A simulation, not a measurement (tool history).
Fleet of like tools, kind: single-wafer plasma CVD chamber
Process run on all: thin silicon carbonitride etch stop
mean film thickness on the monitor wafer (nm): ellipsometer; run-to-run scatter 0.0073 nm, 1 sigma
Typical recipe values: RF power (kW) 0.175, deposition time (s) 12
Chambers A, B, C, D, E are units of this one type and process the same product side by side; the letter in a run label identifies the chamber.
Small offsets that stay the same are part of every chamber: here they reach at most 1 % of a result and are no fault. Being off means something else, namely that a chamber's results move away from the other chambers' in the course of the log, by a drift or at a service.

| run | day | RF power (kW) | deposition time (s) | hours since the last thermocouple change | hours since the last RF generator calibration | read-back reference wafer on the same gauge, thickness_nm | mean film thickness on the monitor wafer (nm) |
|---|---|---|---|---|---|---|---|
| 1C | 0.146 | 0.175 | 12 | 1068.1 | 757 | 6.6912 | 6.5922 |
| 2E | 0.367 | 0.175 | 12 | 19.4 | 1268 | 6.6883 | 6.5283 |
| 3D | 0.667 | 0.175 | 12 | 71.4 | 271 | 6.6859 | 6.527 |
| 4B | 0.833 | 0.175 | 12 | 1523.3 | 394.8 | 6.6859 | 6.5845 |
| 5A | 0.979 | 0.175 | 12 | 529.7 | 818.2 | 6.687 | 6.6054 |
| 6C | 1.238 | 0.175 | 12 | 1094.3 | 783.2 | 6.6865 | 6.5805 |
| 7B | 1.504 | 0.175 | 12 | 1539.4 | 410.9 | 6.6844 | 6.5638 |
| 8A | 1.829 | 0.175 | 13.6 | 550.1 | 838.6 | 6.682 | 7.4755 |
| 9D | 2.008 | 0.175 | 13.6 | 103.6 | 303.2 | 6.6818 | 7.391 |
| 10E | 2.325 | 0.175 | 13.6 | 66.4 | 1315 | 6.6825 | 7.388 |
| 11C | 2.621 | 0.175 | 13.6 | 1127.5 | 816.4 | 6.6792 | 7.4561 |
| 12E | 2.883 | 0.175 | 13.6 | 79.8 | 1328.4 | 6.6767 | 7.3722 |
| 13D | 3.2 | 0.175 | 12 | 132.2 | 331.8 | 6.6779 | 6.5112 |
|  | 3.412 | chamber E: RF generator calibrated |
| 14A | 3.442 | 0.175 | 12 | 588.8 | 877.3 | 6.6783 | 6.5948 |
| 15B | 3.771 | 0.175 | 12 | 1593.8 | 465.3 | 6.675 | 6.5582 |
| 16E | 3.979 | 0.175 | 12 | 106.1 | 13.6 | 6.6725 | 6.5037 |
|  | 4.2 | chamber A: RF generator calibrated |
| 17D | 4.233 | 0.175 | 12.9 | 157 | 356.6 | 6.674 | 6.9993 |
| 18C | 4.425 | 0.175 | 12.9 | 1170.8 | 859.7 | 6.6736 | 7.0562 |
| 19A | 4.638 | 0.175 | 12.9 | 617.5 | 10.5 | 6.6743 | 7.0799 |
| 20B | 4.842 | 0.175 | 12.9 | 1619.5 | 491 | 6.6715 | 7.0428 |
| 21D | 5.038 | 0.175 | 12.9 | 176.3 | 375.9 | 6.671 | 7.0222 |
| 22E | 5.258 | 0.175 | 12 | 136.8 | 44.3 | 6.6697 | 6.5073 |
| 23C | 5.433 | 0.175 | 12 | 1195 | 883.9 | 6.6707 | 6.5519 |
| 24B | 5.592 | 0.175 | 12 | 1637.5 | 509 | 6.6699 | 6.5595 |
| 25A | 5.892 | 0.175 | 10.4 | 647.6 | 40.6 | 6.6656 | 5.6958 |
| 26A | 6.162 | 0.175 | 10.4 | 654.1 | 47.1 | 6.6659 | 5.7065 |
| 27C | 6.375 | 0.175 | 10.4 | 1217.6 | 906.5 | 6.6672 | 5.6945 |
| 28B | 6.642 | 0.175 | 10.4 | 1662.7 | 534.2 | 6.666 | 5.6753 |
| 29D | 6.946 | 0.175 | 10.4 | 222.1 | 421.7 | 6.6623 | 5.6502 |
| 30E | 7.183 | 0.175 | 12 | 183 | 90.5 | 6.6615 | 6.498 |
| 31D | 7.496 | 0.175 | 12 | 235.3 | 434.9 | 6.6625 | 6.5119 |
| 32B | 7.642 | 0.175 | 12 | 1686.7 | 558.2 | 6.6601 | 6.5382 |

Read the log: is a single chamber off, either drifting away or since a service, is the gauge that measures every chamber drifting, or is nothing wrong beyond small per-chamber offsets? Name any odd chamber and what most likely caused it.

No chamber is off; the gauge reading every chamber's wafers drifts, which makes the whole fleet appear to move together.
Likeliest cause: gauge reads low (%) = 0.456.
